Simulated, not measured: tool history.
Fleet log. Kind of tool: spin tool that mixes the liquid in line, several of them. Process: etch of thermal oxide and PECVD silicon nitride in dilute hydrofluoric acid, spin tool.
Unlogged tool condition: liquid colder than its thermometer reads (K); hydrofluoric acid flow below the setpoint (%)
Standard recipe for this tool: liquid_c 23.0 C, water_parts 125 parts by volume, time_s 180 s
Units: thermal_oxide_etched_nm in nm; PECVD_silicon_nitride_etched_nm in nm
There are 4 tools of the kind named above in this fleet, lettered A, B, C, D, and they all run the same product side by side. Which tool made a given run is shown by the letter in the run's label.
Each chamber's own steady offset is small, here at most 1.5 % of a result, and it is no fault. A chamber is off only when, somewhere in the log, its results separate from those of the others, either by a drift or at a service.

| run | hour | liquid_c | water_parts | time_s | hours since the thermometer was replaced | hours since the hydrofluoric acid flow meter was replaced | read-back film thickness of the thermal oxide reference wafer, read on the same gauge (nm) | read-back film thickness of the PECVD silicon nitride reference wafer, read on the same gauge (nm) | thermal_oxide_etched_nm | PECVD_silicon_nitride_etched_nm |
|---|---|---|---|---|---|---|---|---|---|---|
| 1B | 5.0 | 23.0 | 125 | 180 | 502.4 | 820.5 | 40.023 | 60.020 | 6.2896 | 2.5474 |
| 2D | 9.6 | 23.0 | 125 | 180 | 912.1 | 175.4 | 40.008 | 59.992 | 6.2446 | 2.6263 |
| 3C | 14.3 | 23.0 | 125 | 180 | 392.5 | 1027.7 | 39.994 | 60.024 | 6.2666 | 2.5227 |
| 4A | 19.2 | 23.0 | 125 | 180 | 524.6 | 861.7 | 40.012 | 60.016 | 6.3086 | 2.6462 |
| 5A | 23.2 | 23.0 | 125 | 180 | 528.6 | 865.7 | 39.990 | 60.031 | 6.2985 | 2.6018 |
| 6C | 31.6 | 23.0 | 90 | 245 | 409.8 | 1045.0 | 40.009 | 60.040 | 12.3250 | 4.7915 |
| 7B | 36.4 | 23.0 | 90 | 245 | 533.8 | 851.9 | 39.999 | 60.032 | 12.3670 | 4.8965 |
| 8D | 43.2 | 23.0 | 90 | 245 | 945.7 | 209.0 | 39.992 | 59.986 | 12.3740 | 4.8426 |
| 9A | 48.4 | 23.0 | 90 | 245 | 553.8 | 890.9 | 40.008 | 60.010 | 12.5290 | 4.9550 |
| 10B | 57.3 | 23.0 | 125 | 180 | 554.7 | 872.8 | 39.995 | 60.034 | 6.2251 | 2.5963 |
| 11D | 62.4 | 23.0 | 125 | 180 | 964.9 | 228.2 | 39.967 | 59.981 | 6.1885 | 2.5894 |
|  | 64.8 | chamber C: hydrofluoric acid flow meter replaced |
| 12C | 70.6 | 23.0 | 125 | 180 | 448.8 | 5.9 | 40.024 | 60.003 | 6.3190 | 2.5795 |
|  | 74.4 | chamber A: thermometer replaced |
| 13A | 78.9 | 23.0 | 125 | 180 | 4.6 | 921.4 | 40.019 | 59.940 | 6.2974 | 2.6375 |
| 14D | 83.7 | 20.0 | 125 | 140 | 986.2 | 249.5 | 39.992 | 60.002 | 4.2678 | 1.6555 |
| 15B | 92.3 | 20.0 | 125 | 140 | 589.7 | 907.8 | 40.018 | 59.998 | 4.4100 | 1.6514 |
| 16C | 99.3 | 20.0 | 125 | 140 | 477.5 | 34.6 | 40.017 | 60.049 | 4.3077 | 1.6426 |
| 17B | 105.1 | 20.0 | 125 | 140 | 602.5 | 920.6 | 39.982 | 59.944 | 4.3630 | 1.6695 |
| 18C | 112.5 | 23.0 | 125 | 180 | 490.7 | 47.8 | 40.037 | 59.982 | 6.2996 | 2.6055 |
| 19D | 116.6 | 23.0 | 125 | 180 | 1019.1 | 282.4 | 39.963 | 60.012 | 6.0337 | 2.4872 |
| 20A | 121.4 | 18.5 | 70 | 180 | 47.1 | 963.9 | 40.042 | 59.978 | 9.8947 | 3.3097 |
| 21B | 125.7 | 18.5 | 70 | 180 | 623.1 | 941.2 | 39.983 | 59.960 | 9.9085 | 3.3323 |
| 22D | 133.2 | 18.5 | 70 | 180 | 1035.7 | 299.0 | 40.022 | 60.021 | 9.3928 | 3.2808 |
| 23A | 140.4 | 18.5 | 70 | 180 | 66.1 | 982.9 | 39.987 | 60.001 | 9.9282 | 3.3907 |
| 24C | 145.1 | 23.0 | 125 | 180 | 523.3 | 80.4 | 40.019 | 60.015 | 6.3338 | 2.5914 |

Is one chamber out of step, is the gauge drifting, or do the chambers differ by no more than their own small offsets? For an off chamber, give its letter and the likeliest cause.

Chamber D drifts away from the others.
Likeliest cause: hydrofluoric acid flow below the setpoint (%) = 4.72.

Which of the 4 candidates below, each the usual settings with something changed and its results left as question marks, puts chamber D back in line with what the other chambers give on the usual settings?
Counts as in line when no further than this from what the other chambers average on the usual settings: thermal_oxide_etched_nm 0.1700 nm; PECVD_silicon_nitride_etched_nm 0.0910 nm
| 25D-1 | 151.8 | 22.5 | 120 | 185 |  |  |  |  | ? | ? |
| 25D-2 | 151.8 | 24.0 | 135 | 170 |  |  |  |  | ? | ? |
| 25D-3 | 151.8 | 23.5 | 130 | 175 |  |  |  |  | ? | ? |
| 25D-4 | 151.8 | 22.0 | 115 | 190 |  |  |  |  | ? | ? |

The other chambers' mean on the usual settings: thermal_oxide_etched_nm 6.3120 nm; PECVD_silicon_nitride_etched_nm 2.5929 nm
| run | thermal_oxide_etched_nm | PECVD_silicon_nitride_etched_nm |
|---|---|---|
| 25D-1 | 6.2894 | 2.5861 |
| 25D-2 | 5.3562 | 2.3365 |
| 25D-3 | 5.6478 | 2.4159 |
| 25D-4 | 6.6440 | 2.6779 |
The right change is 25D-1: it brings the chamber back within the allowed miss of the others.
